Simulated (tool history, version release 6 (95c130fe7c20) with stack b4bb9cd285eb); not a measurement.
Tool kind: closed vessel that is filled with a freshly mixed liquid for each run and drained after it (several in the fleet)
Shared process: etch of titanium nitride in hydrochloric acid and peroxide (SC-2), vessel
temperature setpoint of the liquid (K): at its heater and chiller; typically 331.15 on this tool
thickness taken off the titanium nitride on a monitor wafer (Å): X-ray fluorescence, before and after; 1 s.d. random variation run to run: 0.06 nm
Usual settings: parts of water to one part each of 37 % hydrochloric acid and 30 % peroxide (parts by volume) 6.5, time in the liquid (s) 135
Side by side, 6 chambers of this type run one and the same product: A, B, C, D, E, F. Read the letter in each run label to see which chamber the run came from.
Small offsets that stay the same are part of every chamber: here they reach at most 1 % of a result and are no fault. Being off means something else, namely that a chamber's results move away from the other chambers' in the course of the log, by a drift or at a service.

run,day,temperature setpoint of the liquid (K),parts of water to one part each of 37 % hydrochloric acid and 30 % peroxide (parts by volume),time in the liquid (s),hours since the thermometer was replaced,hours since the chemicals flow meter was replaced,hours since the drum of peroxide was connected,"read-back film thickness of the titanium nitride reference wafer, read on the same gauge (nm)",thickness taken off the titanium nitride on a monitor wafer (Å)
# day 0.129: chamber F: new drum of peroxide connected
1D,0.229,331.15,6.5,135,906.8,1116.5,184.2,80.031,68.262
2E,0.496,331.15,6.5,135,565.6,31.0,468.7,80.008,66.884
3B,0.846,331.15,6.5,135,1274.9,204.9,241.1,79.987,67.780
# day 0.933: chamber B: thermometer replaced
4A,1.079,331.15,6.5,135,489.8,1393.6,133.8,79.998,68.782
5C,1.433,331.15,6.5,135,165.5,1608.9,212.3,80.000,68.681
6F,1.738,331.15,6.5,135,836.0,1420.0,38.7,80.006,68.797
7F,2.117,331.15,6.5,135,845.1,1429.1,47.8,80.013,69.900
8D,2.400,331.15,6.5,135,958.9,1168.6,236.3,80.011,67.625
9B,2.700,325.15,6.5,135,42.5,249.4,285.6,79.996,46.552
10E,3.088,325.15,6.5,135,627.8,93.2,530.9,79.981,45.803
11A,3.483,325.15,6.5,135,547.5,1451.3,191.5,80.007,47.825
12C,3.912,325.15,6.5,135,225.0,1668.4,271.8,80.003,45.941
13D,4.142,325.15,6.5,135,1000.7,1210.4,278.1,79.999,46.658
14E,4.571,325.15,6.5,135,663.4,128.8,566.5,79.983,46.068
15B,4.854,331.15,6.5,135,94.2,301.1,337.3,79.987,69.292
16F,5.246,331.15,6.5,135,920.2,1504.2,122.9,79.987,66.996
17C,5.588,331.15,6.5,135,265.2,1708.6,312.0,80.026,67.495
# day 5.746: chamber A: thermometer replaced
18A,5.938,331.15,6.5,135,4.7,1510.2,250.4,79.991,69.251
19E,6.342,331.15,6.5,135,705.9,171.3,609.0,80.019,67.480
20C,6.692,331.15,6.5,135,291.7,1735.1,338.5,79.996,67.541
21B,6.971,322.15,6.5,135,145.0,351.9,388.1,79.985,37.692
22F,7.404,322.15,6.5,135,972.0,1556.0,174.7,79.992,37.803
23D,7.817,322.15,6.5,135,1088.9,1298.6,366.3,79.999,38.736
# day 8.025: chamber D: new drum of peroxide connected
24A,8.117,322.15,6.5,135,57.0,1562.5,302.7,80.020,39.564
25B,8.404,322.15,6.5,135,179.4,386.3,422.5,79.999,38.190
26F,8.692,322.15,6.5,135,1002.9,1586.9,205.6,80.003,37.068
27E,8.908,331.15,6.5,135,767.5,232.9,670.6,79.985,67.399
28C,9.142,326.15,6.5,175,350.5,1793.9,397.3,79.978,64.521
29A,9.504,326.15,6.5,175,90.3,1595.8,336.0,80.014,64.314
30D,9.812,326.15,6.5,175,1136.8,1346.5,43.0,79.984,63.524
31A,10.221,326.15,6.5,175,107.5,1613.0,353.2,79.987,64.623
32F,10.642,326.15,6.5,175,1049.7,1633.7,252.4,80.013,62.077
# day 10.875: chamber A: chemicals flow meter replaced
33D,11.004,326.15,6.5,175,1165.4,1375.1,71.6,80.003,63.989
34C,11.217,338.15,6.5,65,400.3,1843.7,447.1,80.026,50.327
35E,11.429,338.15,6.5,65,828.0,293.4,731.1,80.010,50.332
36B,11.700,338.15,6.5,65,258.5,465.4,501.6,79.981,49.524
37A,12.104,338.15,6.5,65,152.7,29.5,398.4,80.000,51.429
38F,12.429,338.15,6.5,65,1092.6,1676.6,295.3,79.990,48.007
39B,12.688,338.15,6.5,65,282.2,489.1,525.3,80.012,49.888
40C,12.988,331.15,6.5,135,442.8,1886.2,489.6,80.013,69.036
41E,13.212,331.15,6.5,135,870.8,336.2,773.9,79.979,68.353

All 6 chambers run these settings next. Forecast each chamber's results:
42A,13.521,339.15,6.5,135,,,,,?
42B,13.521,339.15,6.5,135,,,,,?
42C,13.521,339.15,6.5,135,,,,,?
42D,13.521,339.15,6.5,135,,,,,?
42E,13.521,339.15,6.5,135,,,,,?
42F,13.521,339.15,6.5,135,,,,,?

run,thickness taken off the titanium nitride on a monitor wafer (Å)
42A,111.690
42B,111.780
42C,111.670
42D,111.070
42E,111.310
42F,104.070

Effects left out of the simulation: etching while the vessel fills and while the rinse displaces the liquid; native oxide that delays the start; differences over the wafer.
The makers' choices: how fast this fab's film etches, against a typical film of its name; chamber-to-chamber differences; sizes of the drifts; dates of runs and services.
